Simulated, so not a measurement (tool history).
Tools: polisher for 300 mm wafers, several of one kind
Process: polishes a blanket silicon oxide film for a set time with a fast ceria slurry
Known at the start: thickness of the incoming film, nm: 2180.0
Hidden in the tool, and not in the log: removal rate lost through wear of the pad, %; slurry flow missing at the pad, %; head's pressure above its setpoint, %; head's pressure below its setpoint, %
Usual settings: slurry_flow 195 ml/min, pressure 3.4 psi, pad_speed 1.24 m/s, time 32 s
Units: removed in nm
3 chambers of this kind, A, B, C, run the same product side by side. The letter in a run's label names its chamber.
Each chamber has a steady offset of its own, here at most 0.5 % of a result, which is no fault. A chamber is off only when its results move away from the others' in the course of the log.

run,day,slurry_flow,pressure,pad_speed,time,wafers polished on this pad,hours since the slurry nozzle was cleaned,hours since the head pressure was calibrated,removed
1C,0.483,195,3.4,1.24,32,936,57.3,1210.3,633.38
2A,0.971,195,3.4,1.24,32,587,35.5,826.9,629.49
# day 1.429: chamber B: head pressure recalibrated
3B,1.458,195,3.4,1.24,32,724,117.1,0.7,634.96
# day 1.575: chamber C: worn pad replaced by a new one
4A,1.758,195,3.4,1.24,32,866,54.4,845.8,628.56
5B,2.075,195,3.4,1.24,32,943,131.9,15.5,626.18
6C,2.583,195,3.4,1.24,32,356,107.7,1260.7,638.44
7C,2.946,195,3.4,1.24,32,485,116.4,1269.4,629.16
# day 3.050: chamber B: worn pad replaced by a new one
8A,3.317,195,3.4,1.24,32,1417,91.8,883.2,616.88
9B,3.850,195,3.4,1.24,32,283,174.5,58.1,632.78
# day 3.925: chamber C: head pressure recalibrated
10A,4.246,195,3.4,1.24,32,1746,114.1,905.5,626.63
11C,4.767,195,3.4,1.24,32,1129,160.1,20.3,631.30
12B,5.171,195,3.4,1.24,32,750,206.2,89.8,632.92
# day 5.292: chamber C: worn pad replaced by a new one
13B,5.462,195,3.4,1.24,32,853,213.2,96.8,629.76
14A,5.912,195,3.4,1.24,32,2335,154.1,945.5,607.17
15C,6.292,195,3.4,1.24,32,354,196.7,56.9,634.58
16B,6.779,195,3.4,1.24,32,1319,244.8,128.4,636.13
# day 6.833: chamber B: worn pad replaced by a new one
17C,7.171,195,3.4,1.24,32,665,217.8,78.0,626.26
18A,7.558,195,3.4,1.24,32,2917,193.6,985.0,606.08
19A,8.088,195,3.4,1.24,32,3105,206.3,997.7,601.26
# day 8.592: chamber C: worn pad replaced by a new one
20B,8.596,195,3.4,1.24,32,624,288.4,172.0,631.17
21C,9.079,195,3.4,1.24,32,173,263.6,123.8,632.41
22C,9.492,195,3.9,1.24,37,319,273.5,133.7,839.32
23B,9.817,195,3.9,1.24,37,1056,317.7,201.3,824.27
24A,10.354,195,3.9,1.24,37,3906,260.7,1052.1,792.41
# day 10.800: chamber B: worn pad replaced by a new one
25B,10.829,195,3.4,1.24,32,10,342.0,225.6,634.03
26C,11.138,195,3.4,1.24,32,901,313.0,173.2,630.08

What goes on in this fleet: one chamber off, a drifting gauge, or nothing beyond the chambers' own small offsets? Name the chamber and the cause, if any.

Chamber A drifts away from the others.
Cause: removal rate lost through wear of the pad, % = 5.85.
The log may not tell that from: slurry flow missing at the pad, %; head's pressure below its setpoint, %.

Here are 4 candidates for chamber A's next run, each the usual settings with a change, their results left as question marks. Which one brings its results back in line with what the others give on the usual settings?
In line means no further than this from the other chambers' mean on the usual settings: removed 14.00 nm
27A-1,11.546,195,3.3,1.24,31,,,,?
27A-2,11.546,195,3.4,1.26,32,,,,?
27A-3,11.546,195,3.4,1.22,32,,,,?
27A-4,11.546,195,3.5,1.28,32,,,,?

The other chambers' mean on the usual settings: removed 631.75 nm
run,removed
27A-1,560.23
27A-2,605.26
27A-3,585.88
27A-4,632.77
27A-4 brings the chamber back in line.
